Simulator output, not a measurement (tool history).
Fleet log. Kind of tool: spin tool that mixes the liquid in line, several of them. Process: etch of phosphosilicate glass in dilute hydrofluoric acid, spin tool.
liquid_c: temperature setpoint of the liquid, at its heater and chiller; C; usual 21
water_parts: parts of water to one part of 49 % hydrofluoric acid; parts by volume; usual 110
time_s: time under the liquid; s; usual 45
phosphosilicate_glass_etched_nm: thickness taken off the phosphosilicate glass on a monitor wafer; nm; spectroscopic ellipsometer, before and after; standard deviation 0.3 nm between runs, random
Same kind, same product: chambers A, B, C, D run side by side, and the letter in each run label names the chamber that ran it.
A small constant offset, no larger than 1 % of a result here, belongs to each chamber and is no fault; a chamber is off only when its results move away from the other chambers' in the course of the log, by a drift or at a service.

run,day,liquid_c,water_parts,time_s,hours since the thermometer was replaced,hours since the hydrofluoric acid flow meter was replaced,"read-back film thickness of the phosphosilicate glass reference wafer, read on the same gauge (nm)",phosphosilicate_glass_etched_nm
1B,0.221,21,110,45,224.6,1436.3,139.98,38.244
2A,0.496,21,110,45,2083.4,506.7,139.97,38.872
3D,0.879,21,110,45,1075.5,471.2,139.98,38.845
# day 1.042: chamber A: thermometer replaced
4C,1.246,21,110,45,1394.9,1046.8,139.97,38.517
5A,1.7,21,110,45,15.9,535.6,139.99,38.344
6B,2.058,21,110,45,268.7,1480.4,140,38.461
7D,2.388,21,110,45,1111.7,507.4,139.98,37.836
8C,2.725,21,110,45,1430.4,1082.3,140.01,38.309
9D,2.996,21,110,45,1126.3,522,139.99,37.722
10B,3.242,21,110,45,297.1,1508.8,140,38.702
11C,3.625,21,110,55,1452,1103.9,140,47.409
12A,4.071,21,110,55,72.8,592.5,139.99,46.934
13A,4.35,21,110,55,79.5,599.2,140.02,47.402
14C,4.708,21,110,55,1478,1129.9,139.98,47.162
15D,5.067,21,110,45,1176,571.7,140.01,38.477
16B,5.529,21,110,45,352,1563.7,139.98,38.686
17D,5.896,21,110,45,1195.9,591.6,140,38.376
18C,6.208,21,110,45,1514,1165.9,139.99,39.114
19A,6.638,21,110,45,134.4,654.1,140.02,38.059
20B,6.988,21,110,45,387,1598.7,139.99,37.768
21A,7.317,21,155,65,150.7,670.4,140,37.24
22B,7.675,21,155,65,403.5,1615.2,140,36.999
23C,7.912,21,155,65,1554.9,1206.8,139.99,37.732
24D,8.375,21,155,65,1255.4,651.1,140,37.567
25D,8.829,21,110,45,1266.3,662,139.98,38.557
26A,9.046,21,110,45,192.2,711.9,139.96,38.583
27B,9.362,21,110,45,444,1655.7,139.99,38.285
28C,9.821,21,110,45,1600.7,1252.6,139.97,38.297
29C,10.288,21,110,45,1611.9,1263.8,140,38.969
30A,10.496,21,110,45,227,746.7,139.99,38.932
# day 10.55: chamber D: hydrofluoric acid flow meter replaced
31D,10.917,21,110,45,1316.4,8.8,139.98,38.563
32B,11.221,21,110,45,488.6,1700.3,140.02,38.434
33A,11.492,21,110,45,250.9,770.6,140,38.285

Which is it: a chamber that has drifted or been left off by a service, a gauge drift common to all chambers, or only each chamber's usual small offset? If a chamber is off, name it and its likeliest cause.

Beyond each chamber's small constant offset nothing stands out, and the gauge stays steady.
